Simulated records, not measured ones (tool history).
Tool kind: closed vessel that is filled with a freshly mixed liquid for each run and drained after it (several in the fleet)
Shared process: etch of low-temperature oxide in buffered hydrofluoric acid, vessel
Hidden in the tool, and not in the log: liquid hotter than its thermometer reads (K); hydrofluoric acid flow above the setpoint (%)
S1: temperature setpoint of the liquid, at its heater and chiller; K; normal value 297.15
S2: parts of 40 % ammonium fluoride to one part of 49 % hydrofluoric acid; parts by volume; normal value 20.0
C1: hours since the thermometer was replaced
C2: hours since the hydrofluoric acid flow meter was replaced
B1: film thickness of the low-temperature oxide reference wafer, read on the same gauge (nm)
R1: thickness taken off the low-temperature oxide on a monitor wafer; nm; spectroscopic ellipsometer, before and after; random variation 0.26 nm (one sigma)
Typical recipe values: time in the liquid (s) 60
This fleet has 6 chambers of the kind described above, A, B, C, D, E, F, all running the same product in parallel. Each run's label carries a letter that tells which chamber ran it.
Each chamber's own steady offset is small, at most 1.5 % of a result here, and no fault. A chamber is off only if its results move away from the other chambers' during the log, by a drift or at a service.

{"run": "1D", "hour": 5.8, "S1": 297.15, "S2": 20.0, "time in the liquid (s)": 60, "C1": 1484.9, "C2": 1135.1, "B1": 150.0, "R1": 60.162}
{"run": "2A", "hour": 13.7, "S1": 297.15, "S2": 20.0, "time in the liquid (s)": 60, "C1": 372.5, "C2": 2052.3, "B1": 149.99, "R1": 60.829}
{"run": "3C", "hour": 18.8, "S1": 297.15, "S2": 20.0, "time in the liquid (s)": 60, "C1": 190.4, "C2": 2070.5, "B1": 149.99, "R1": 61.327}
{"run": "4F", "hour": 24.6, "S1": 297.15, "S2": 20.0, "time in the liquid (s)": 60, "C1": 369.1, "C2": 1656.2, "B1": 149.98, "R1": 60.973}
{"run": "5B", "hour": 31.1, "S1": 297.15, "S2": 20.0, "time in the liquid (s)": 60, "C1": 652.6, "C2": 1700.1, "B1": 149.99, "R1": 61.052}
{"run": "6E", "hour": 38.8, "S1": 294.65, "S2": 20.0, "time in the liquid (s)": 30, "C1": 899.3, "C2": 825.5, "B1": 150.01, "R1": 26.561}
{"run": "7B", "hour": 47.2, "S1": 294.65, "S2": 20.0, "time in the liquid (s)": 30, "C1": 668.7, "C2": 1716.2, "B1": 150.0, "R1": 26.607}
{"run": "8D", "hour": 54.9, "S1": 294.65, "S2": 20.0, "time in the liquid (s)": 30, "C1": 1534.0, "C2": 1184.2, "B1": 150.02, "R1": 26.374}
{"run": "9A", "hour": 59.6, "S1": 294.65, "S2": 20.0, "time in the liquid (s)": 30, "C1": 418.4, "C2": 2098.2, "B1": 150.01, "R1": 26.534}
{"run": "10C", "hour": 67.0, "S1": 294.65, "S2": 20.0, "time in the liquid (s)": 30, "C1": 238.6, "C2": 2118.7, "B1": 150.01, "R1": 26.649}
{"run": "11E", "hour": 74.9, "S1": 294.65, "S2": 20.0, "time in the liquid (s)": 30, "C1": 935.4, "C2": 861.6, "B1": 149.98, "R1": 26.575}
{"run": "12F", "hour": 80.3, "S1": 297.15, "S2": 20.0, "time in the liquid (s)": 60, "C1": 424.8, "C2": 1711.9, "B1": 150.0, "R1": 61.192}
{"run": "13E", "hour": 87.8, "S1": 297.15, "S2": 20.0, "time in the liquid (s)": 45, "C1": 948.3, "C2": 874.5, "B1": 150.01, "R1": 45.538}
{"run": "14C", "hour": 93.7, "S1": 297.15, "S2": 20.0, "time in the liquid (s)": 45, "C1": 265.3, "C2": 2145.4, "B1": 150.02, "R1": 45.607}
{"run": "15A", "hour": 102.0, "S1": 297.15, "S2": 20.0, "time in the liquid (s)": 45, "C1": 460.8, "C2": 2140.6, "B1": 150.02, "R1": 45.296}
{"run": "16D", "hour": 107.7, "S1": 297.15, "S2": 20.0, "time in the liquid (s)": 45, "C1": 1586.8, "C2": 1237.0, "B1": 149.99, "R1": 45.382}
{"run": "17F", "hour": 113.5, "S1": 297.15, "S2": 20.0, "time in the liquid (s)": 45, "C1": 458.0, "C2": 1745.1, "B1": 150.0, "R1": 45.887}
{"run": "18B", "hour": 119.3, "S1": 297.15, "S2": 20.0, "time in the liquid (s)": 45, "C1": 740.8, "C2": 1788.3, "B1": 149.99, "R1": 45.656}
{"run": "19D", "hour": 124.7, "S1": 297.15, "S2": 20.0, "time in the liquid (s)": 60, "C1": 1603.8, "C2": 1254.0, "B1": 150.02, "R1": 60.613}
{"run": "20B", "hour": 129.7, "S1": 297.15, "S2": 20.0, "time in the liquid (s)": 60, "C1": 751.2, "C2": 1798.7, "B1": 149.99, "R1": 60.853}
{"run": "21F", "hour": 136.5, "S1": 297.15, "S2": 20.0, "time in the liquid (s)": 60, "C1": 481.0, "C2": 1768.1, "B1": 150.01, "R1": 62.359}
{"run": "22C", "hour": 144.9, "S1": 297.15, "S2": 20.0, "time in the liquid (s)": 60, "C1": 316.5, "C2": 2196.6, "B1": 149.98, "R1": 61.251}
{"hour": 148.9, "done": "chamber C: hydrofluoric acid flow meter replaced"}
{"run": "23E", "hour": 153.2, "S1": 297.15, "S2": 15.5, "time in the liquid (s)": 60, "C1": 1013.7, "C2": 939.9, "B1": 150.01, "R1": 78.654}
{"run": "24A", "hour": 158.1, "S1": 297.15, "S2": 15.5, "time in the liquid (s)": 60, "C1": 516.9, "C2": 2196.7, "B1": 150.0, "R1": 77.167}
{"run": "25E", "hour": 163.8, "S1": 297.15, "S2": 15.5, "time in the liquid (s)": 60, "C1": 1024.3, "C2": 950.5, "B1": 150.0, "R1": 78.455}
{"run": "26A", "hour": 171.3, "S1": 297.15, "S2": 15.5, "time in the liquid (s)": 60, "C1": 530.1, "C2": 2209.9, "B1": 150.03, "R1": 77.807}
{"hour": 177.6, "done": "chamber E: hydrofluoric acid flow meter replaced"}
{"run": "27C", "hour": 179.0, "S1": 297.15, "S2": 15.5, "time in the liquid (s)": 60, "C1": 350.6, "C2": 30.2, "B1": 150.0, "R1": 79.084}
{"run": "28F", "hour": 183.8, "S1": 297.15, "S2": 15.5, "time in the liquid (s)": 60, "C1": 528.3, "C2": 1815.4, "B1": 150.0, "R1": 81.308}
{"run": "29D", "hour": 188.7, "S1": 297.15, "S2": 20.0, "time in the liquid (s)": 60, "C1": 1667.8, "C2": 1318.0, "B1": 149.99, "R1": 60.579}
{"run": "30B", "hour": 193.1, "S1": 297.15, "S2": 20.0, "time in the liquid (s)": 60, "C1": 814.6, "C2": 1862.1, "B1": 149.99, "R1": 60.831}
{"run": "31E", "hour": 197.3, "S1": 297.15, "S2": 15.0, "time in the liquid (s)": 60, "C1": 1057.8, "C2": 19.8, "B1": 150.0, "R1": 80.19}
{"hour": 199.2, "done": "chamber A: hydrofluoric acid flow meter replaced"}
{"run": "32C", "hour": 204.6, "S1": 297.15, "S2": 15.0, "time in the liquid (s)": 60, "C1": 376.2, "C2": 55.8, "B1": 150.0, "R1": 81.711}
{"run": "33B", "hour": 209.2, "S1": 297.15, "S2": 15.0, "time in the liquid (s)": 60, "C1": 830.7, "C2": 1878.2, "B1": 150.02, "R1": 81.336}
{"run": "34D", "hour": 216.7, "S1": 297.15, "S2": 15.0, "time in the liquid (s)": 60, "C1": 1695.8, "C2": 1346.0, "B1": 149.99, "R1": 80.673}
{"run": "35A", "hour": 223.0, "S1": 297.15, "S2": 15.0, "time in the liquid (s)": 60, "C1": 581.8, "C2": 23.8, "B1": 150.0, "R1": 80.15}
{"run": "36F", "hour": 227.9, "S1": 297.15, "S2": 15.0, "time in the liquid (s)": 60, "C1": 572.4, "C2": 1859.5, "B1": 149.99, "R1": 85.145}

What goes on in this fleet: one chamber off, a drifting gauge, or nothing beyond the chambers' own small offsets? Name the chamber and the cause, if any.

Chamber F drifts away from the others.
Most likely cause: liquid hotter than its thermometer reads (K) = 0.972.
The log may not tell that from: hydrofluoric acid flow above the setpoint (%).

Which of the 4 candidates below, each the usual settings with something changed and its results left as question marks, puts chamber F back in line with what the other chambers give on the usual settings?
Counts as in line when no further than this from what the other chambers average on the usual settings: R1 0.890 nm
{"run": "37F-1", "hour": 233.9, "S1": 298.65, "S2": 20.0, "time in the liquid (s)": 60, "R1": "?"}
{"run": "37F-2", "hour": 233.9, "S1": 297.15, "S2": 21.5, "time in the liquid (s)": 60, "R1": "?"}
{"run": "37F-3", "hour": 233.9, "S1": 297.65, "S2": 19.5, "time in the liquid (s)": 60, "R1": "?"}
{"run": "37F-4", "hour": 233.9, "S1": 295.65, "S2": 20.0, "time in the liquid (s)": 60, "R1": "?"}

The other chambers' mean on the usual settings: R1 60.794 nm
run=37F-1 R1=69.272
run=37F-2 R1=60.802
run=37F-3 R1=67.321
run=37F-4 R1=58.936
37F-2 brings the chamber back in line.
